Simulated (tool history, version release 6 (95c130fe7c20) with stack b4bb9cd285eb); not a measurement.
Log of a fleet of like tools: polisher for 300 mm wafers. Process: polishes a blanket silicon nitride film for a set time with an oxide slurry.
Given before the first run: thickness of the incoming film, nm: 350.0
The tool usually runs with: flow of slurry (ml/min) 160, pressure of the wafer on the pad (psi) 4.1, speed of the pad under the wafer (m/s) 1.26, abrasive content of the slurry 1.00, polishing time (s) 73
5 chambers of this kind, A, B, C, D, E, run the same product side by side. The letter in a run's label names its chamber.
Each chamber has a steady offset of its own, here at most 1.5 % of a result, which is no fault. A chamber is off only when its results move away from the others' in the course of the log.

run	day	flow of slurry (ml/min)	pressure of the wafer on the pad (psi)	speed of the pad under the wafer (m/s)	abrasive content of the slurry	polishing time (s)	wafers polished on this pad	hours since the slurry nozzle was cleaned	hours since the head pressure was calibrated	hours since the slurry blender was calibrated	hours since the conditioning disc was replaced	film removed (Å)
1E	0.525	160	4.1	1.26	1.00	73	495	198.2	139.4	90.0	177.1	707.38
# day 0.821: chamber E: slurry blender recalibrated
2A	0.971	160	4.1	1.26	1.00	73	536	120.2	536.3	27.9	197.9	706.70
3C	1.233	160	4.1	1.26	1.00	73	773	237.4	245.3	66.7	79.3	688.32
# day 1.383: chamber D: worn pad replaced by a new one
# day 1.525: chamber E: worn pad replaced by a new one
4D	1.625	160	4.1	1.26	1.00	73	36	312.5	366.0	151.3	69.6	703.29
# day 1.833: chamber C: worn pad replaced by a new one
5B	2.138	160	4.1	1.26	1.00	73	536	89.4	359.0	204.6	289.4	693.79
# day 2.175: chamber A: conditioning disc replaced and pad reconditioned
6B	2.521	160	4.1	1.26	1.00	73	593	98.6	368.2	213.8	298.6	697.62
7A	2.917	160	4.1	1.26	1.00	73	827	166.9	583.0	74.6	17.8	704.80
8E	3.292	160	4.1	1.26	1.00	73	264	264.6	205.8	59.3	243.5	711.73
# day 3.392: chamber A: worn pad replaced by a new one
9C	3.588	160	4.1	1.26	1.00	73	263	293.9	301.8	123.2	135.8	708.46
# day 3.646: chamber B: head pressure recalibrated
# day 3.888: chamber D: conditioning disc replaced and pad reconditioned
10D	4.096	160	4.1	1.26	1.00	73	406	371.8	425.3	210.6	5.0	690.72
11A	4.454	160	4.1	1.26	1.00	73	159	203.8	619.9	111.5	54.7	711.46
12E	4.850	160	4.1	1.26	1.00	73	497	302.0	243.2	96.7	280.9	689.34
# day 5.025: chamber E: worn pad replaced by a new one
13C	5.346	160	4.1	1.26	1.00	82	526	336.1	344.0	165.4	178.0	778.26
# day 5.546: chamber E: slurry blender recalibrated
# day 5.646: chamber B: worn pad replaced by a new one
14D	5.704	160	4.1	1.26	1.00	82	647	410.4	463.9	249.2	43.6	786.63
# day 5.796: chamber C: slurry nozzle cleaned
15B	6.229	160	4.1	1.26	1.00	82	87	187.6	62.0	302.8	387.6	774.65
# day 6.338: chamber C: slurry blender recalibrated
16C	6.662	160	4.1	1.26	1.00	82	723	20.8	375.6	7.9	209.6	790.28
17A	6.975	160	4.1	1.26	1.00	82	536	264.3	680.4	172.0	115.2	774.85
# day 7.033: chamber B: conditioning disc replaced and pad reconditioned
# day 7.158: chamber E: slurry nozzle cleaned
# day 7.221: chamber B: slurry blender recalibrated
18D	7.462	160	4.1	1.26	1.00	73	910	452.6	506.1	291.4	85.8	713.30
19B	7.804	160	4.1	1.26	1.00	73	323	225.4	99.8	14.1	18.6	698.07
# day 8.275: chamber A: worn pad replaced by a new one
# day 8.283: chamber E: worn pad replaced by a new one
20E	8.321	160	4.1	1.26	1.00	73	6	28.0	326.5	66.7	364.2	697.29
# day 8.500: chamber D: worn pad replaced by a new one
21C	8.608	160	4.1	1.26	1.00	73	1014	67.5	422.3	54.6	256.3	708.89
# day 8.779: chamber C: worn pad replaced by a new one
22A	8.938	160	4.1	1.26	1.00	73	99	311.4	727.5	219.1	162.3	710.70
23B	9.225	160	4.1	1.26	1.00	73	536	259.5	133.9	48.2	52.7	689.12
# day 9.604: chamber E: slurry blender recalibrated
# day 9.612: chamber D: conditioning disc replaced and pad reconditioned
24E	9.767	160	4.1	1.26	1.00	73	222	62.7	361.2	4.0	398.9	707.03
# day 9.821: chamber E: head pressure recalibrated
25D	10.267	160	4.1	1.26	1.00	73	264	519.9	573.4	358.7	15.8	711.70
# day 10.558: chamber B: slurry nozzle cleaned
# day 10.575: chamber A: conditioning disc replaced and pad reconditioned
26B	10.633	160	4.1	1.26	1.25	73	747	1.8	167.7	82.0	86.5	762.61
27C	10.933	160	4.1	1.26	1.25	73	322	123.3	478.1	110.4	312.1	754.41
28A	11.225	160	4.1	1.26	1.25	73	442	366.3	782.4	274.0	15.6	764.82
29D	11.538	160	4.1	1.26	1.25	73	455	550.4	603.9	389.2	46.3	783.87
30E	12.096	160	4.1	1.26	1.25	73	571	118.6	54.7	59.9	454.8	770.63

Is one chamber out of step, is the gauge drifting, or do the chambers differ by no more than their own small offsets? For an off chamber, give its letter and the likeliest cause.

Nothing is wrong: each chamber keeps only its own small, steady offset and the gauge holds still.
